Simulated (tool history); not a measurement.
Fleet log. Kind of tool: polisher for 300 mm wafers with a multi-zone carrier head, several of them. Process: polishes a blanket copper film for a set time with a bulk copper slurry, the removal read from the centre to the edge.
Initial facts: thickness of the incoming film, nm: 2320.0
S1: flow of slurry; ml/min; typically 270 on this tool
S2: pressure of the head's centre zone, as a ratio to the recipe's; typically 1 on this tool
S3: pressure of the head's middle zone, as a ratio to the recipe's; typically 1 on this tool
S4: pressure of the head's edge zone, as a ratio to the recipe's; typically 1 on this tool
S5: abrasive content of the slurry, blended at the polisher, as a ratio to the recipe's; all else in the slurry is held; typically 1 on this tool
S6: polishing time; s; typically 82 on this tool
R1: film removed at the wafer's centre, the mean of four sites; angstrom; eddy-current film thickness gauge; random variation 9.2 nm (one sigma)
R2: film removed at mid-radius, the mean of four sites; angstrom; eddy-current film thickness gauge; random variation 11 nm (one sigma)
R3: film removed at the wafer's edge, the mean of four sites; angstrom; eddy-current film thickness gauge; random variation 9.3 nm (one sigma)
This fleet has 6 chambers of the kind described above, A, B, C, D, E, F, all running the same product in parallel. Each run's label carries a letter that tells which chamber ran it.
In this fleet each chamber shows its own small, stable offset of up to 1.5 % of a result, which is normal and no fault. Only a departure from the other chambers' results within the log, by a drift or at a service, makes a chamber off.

run 1F hour=11 | S1=270 S2=1 S3=1 S4=1 S5=1 S6=82 | R1=7271.1 R2=7400.2 R3=7181.2
-- hour=16.3 chamber A: edge zone pressure recalibrated
run 2A hour=17.8 | S1=270 S2=1 S3=1 S4=1 S5=1 S6=82 | R1=7209.3 R2=7122.4 R3=7043.8
-- hour=22 chamber A: worn pad replaced by a new one
run 3D hour=30.9 | S1=270 S2=1 S3=1 S4=1 S5=1 S6=82 | R1=7128.5 R2=7155 R3=7323.2
-- hour=31.1 chamber D: edge zone pressure recalibrated
-- hour=35 chamber E: slurry nozzle cleaned
-- hour=35.5 chamber D: worn pad replaced by a new one
-- hour=41.9 chamber C: worn pad replaced by a new one
-- hour=44.7 chamber D: centre zone pressure recalibrated
-- hour=45.5 chamber F: worn pad replaced by a new one
run 4C hour=45.6 | S1=270 S2=1 S3=1 S4=1 S5=1 S6=82 | R1=7225.4 R2=7207.4 R3=7212
-- hour=51.3 chamber A: slurry nozzle cleaned
run 5B hour=56.4 | S1=270 S2=1 S3=1 S4=1 S5=1 S6=82 | R1=7411.9 R2=7107.8 R3=7233.1
run 6E hour=66.1 | S1=270 S2=1 S3=1 S4=1 S5=1 S6=82 | R1=7285.2 R2=7226.9 R3=7208
run 7A hour=75.2 | S1=270 S2=1 S3=1 S4=1 S5=1 S6=82 | R1=7395.9 R2=7284.1 R3=7029.6
run 8E hour=86.9 | S1=270 S2=1 S3=1 S4=1 S5=1 S6=82 | R1=7034.6 R2=7301.6 R3=7260.8
run 9B hour=98.7 | S1=270 S2=1 S3=1 S4=1 S5=1 S6=82 | R1=7282.5 R2=7118.4 R3=7064.7
-- hour=105.2 chamber B: worn pad replaced by a new one
run 10F hour=110.5 | S1=270 S2=1 S3=1 S4=1 S5=1 S6=82 | R1=7117.5 R2=7112.8 R3=7380.2
-- hour=120.3 chamber A: worn pad replaced by a new one
run 11D hour=121.7 | S1=270 S2=1 S3=1 S4=1 S5=1 S6=82 | R1=7135 R2=7356.2 R3=7329.9
run 12C hour=133.6 | S1=270 S2=1 S3=1 S4=1 S5=1 S6=82 | R1=7194.2 R2=7250.2 R3=7237.7
-- hour=135.4 chamber F: worn pad replaced by a new one
-- hour=139.9 chamber C: worn pad replaced by a new one
-- hour=146.4 chamber D: worn pad replaced by a new one
run 13E hour=148.9 | S1=270 S2=1 S3=1 S4=1 S5=1 S6=82 | R1=7125.8 R2=7054.1 R3=7062.9
-- hour=149.2 chamber B: edge zone pressure recalibrated
-- hour=158.5 chamber E: centre zone pressure recalibrated
run 14D hour=162 | S1=270 S2=1 S3=1 S4=1 S5=1 S6=82 | R1=7262 R2=7009.1 R3=7234.3
run 15C hour=174.5 | S1=270 S2=1 S3=1 S4=1 S5=1 S6=82 | R1=7049.4 R2=7248.6 R3=7259.3
-- hour=178.4 chamber C: centre zone pressure recalibrated
run 16B hour=190.1 | S1=270 S2=1 S3=1 S4=1 S5=1 S6=82 | R1=7184.8 R2=7043.9 R3=7124.8
run 17A hour=200.1 | S1=270 S2=1 S3=1.05 S4=1 S5=1 S6=82 | R1=7138.3 R2=7420.6 R3=7139.1
run 18F hour=209.9 | S1=270 S2=1 S3=1.05 S4=1 S5=1 S6=82 | R1=7189 R2=7708.9 R3=7061.4
-- hour=212.5 chamber A: worn pad replaced by a new one
-- hour=213.8 chamber F: worn pad replaced by a new one
run 19D hour=224.2 | S1=270 S2=1 S3=1.05 S4=1 S5=1 S6=82 | R1=7196.6 R2=7548 R3=7127.6
-- hour=227.8 chamber C: worn pad replaced by a new one
-- hour=232.9 chamber B: worn pad replaced by a new one
run 20B hour=236.3 | S1=270 S2=1 S3=1.05 S4=1 S5=1 S6=82 | R1=7178 R2=7455.3 R3=7209.4
-- hour=237.4 chamber D: worn pad replaced by a new one
run 21C hour=247.7 | S1=270 S2=1 S3=1.05 S4=1 S5=1 S6=82 | R1=7146.2 R2=7235.2 R3=7262.2
-- hour=255 chamber E: slurry nozzle cleaned
run 22A hour=259.7 | S1=270 S2=1 S3=1.05 S4=1 S5=1 S6=82 | R1=7093.8 R2=7324.2 R3=6905.5
-- hour=264.9 chamber A: centre zone pressure recalibrated
run 23E hour=273 | S1=350 S2=1 S3=1 S4=1 S5=1 S6=82 | R1=7086.1 R2=7020.5 R3=7043.7
run 24F hour=281.6 | S1=350 S2=1 S3=1 S4=1 S5=1 S6=82 | R1=7318.8 R2=7439.2 R3=7211.7
run 25E hour=291.3 | S1=350 S2=1 S3=1 S4=1 S5=1 S6=82 | R1=6844.7 R2=6852.6 R3=6720.2
-- hour=294.8 chamber A: worn pad replaced by a new one
run 26B hour=303 | S1=350 S2=1 S3=1 S4=1 S5=1 S6=82 | R1=7393.2 R2=7445.7 R3=7304.4
-- hour=304.7 chamber F: edge zone pressure recalibrated
-- hour=306.5 chamber C: worn pad replaced by a new one
-- hour=313.1 chamber F: worn pad replaced by a new one
run 27C hour=316 | S1=350 S2=1 S3=1 S4=1 S5=1 S6=82 | R1=7265.8 R2=7322.6 R3=7203.5
-- hour=328.1 chamber C: edge zone pressure recalibrated
run 28A hour=330.6 | S1=350 S2=1 S3=1 S4=1 S5=1 S6=82 | R1=7591.6 R2=7377.5 R3=7309.3
run 29D hour=341.8 | S1=270 S2=1 S3=1 S4=1 S5=1 S6=82 | R1=7300.8 R2=7174.5 R3=7221.1
-- hour=344.9 chamber D: worn pad replaced by a new one
run 30F hour=350.8 | S1=270 S2=1 S3=1 S4=1 S5=1 S6=82 | R1=7255.4 R2=7252.9 R3=7231.7
-- hour=358.8 chamber B: worn pad replaced by a new one
run 31F hour=359.8 | S1=270 S2=1 S3=1 S4=1 S5=1 S6=82 | R1=7133.3 R2=7493.4 R3=7197.7
run 32E hour=367.8 | S1=270 S2=1 S3=1 S4=1 S5=1 S6=82 | R1=6585.7 R2=6635.8 R3=6532.2
-- hour=378.2 chamber A: worn pad replaced by a new one
run 33A hour=379.3 | S1=240 S2=1 S3=1 S4=1 S5=1.1 S6=82 | R1=7350.2 R2=7286.6 R3=7253.8
-- hour=390.6 chamber C: worn pad replaced by a new one
run 34B hour=394.5 | S1=240 S2=1 S3=1 S4=1 S5=1.1 S6=82 | R1=7394.7 R2=7234.8 R3=7305.8
run 35C hour=403.2 | S1=240 S2=1 S3=1 S4=1 S5=1.1 S6=82 | R1=7135.5 R2=7191.2 R3=7345.7
-- hour=407.8 chamber F: worn pad replaced by a new one
run 36D hour=411 | S1=240 S2=1 S3=1 S4=1 S5=1.1 S6=82 | R1=7327.3 R2=7317.5 R3=7431.5
run 37D hour=418.1 | S1=240 S2=1 S3=1 S4=1 S5=1.1 S6=82 | R1=7328.8 R2=7335.5 R3=7446.1
run 38F hour=428.3 | S1=240 S2=1 S3=1 S4=1 S5=1.1 S6=82 | R1=7242.1 R2=7118.8 R3=7288
run 39C hour=435.1 | S1=270 S2=1 S3=1 S4=1 S5=1 S6=82 | R1=7117.7 R2=7304.5 R3=7172.7

Next, every chamber runs the same settings. What will each give?
run 40A hour=446.2 | S1=270 S2=1 S3=1 S4=1 S5=1 S6=82 | R1=? R2=? R3=?
run 40B hour=446.2 | S1=270 S2=1 S3=1 S4=1 S5=1 S6=82 | R1=? R2=? R3=?
run 40C hour=446.2 | S1=270 S2=1 S3=1 S4=1 S5=1 S6=82 | R1=? R2=? R3=?
run 40D hour=446.2 | S1=270 S2=1 S3=1 S4=1 S5=1 S6=82 | R1=? R2=? R3=?
run 40E hour=446.2 | S1=270 S2=1 S3=1 S4=1 S5=1 S6=82 | R1=? R2=? R3=?
run 40F hour=446.2 | S1=270 S2=1 S3=1 S4=1 S5=1 S6=82 | R1=? R2=? R3=?

run=40A R1=7181.3 R2=7070.5 R3=7237.5
run=40B R1=7241.6 R2=7273.4 R3=6997.8
run=40C R1=7120.5 R2=7078.3 R3=7311.5
run=40D R1=7207.3 R2=7362.3 R3=7231.4
run=40E R1=6315 R2=6423.3 R3=6547.2
run=40F R1=7210.2 R2=7175.4 R3=7384
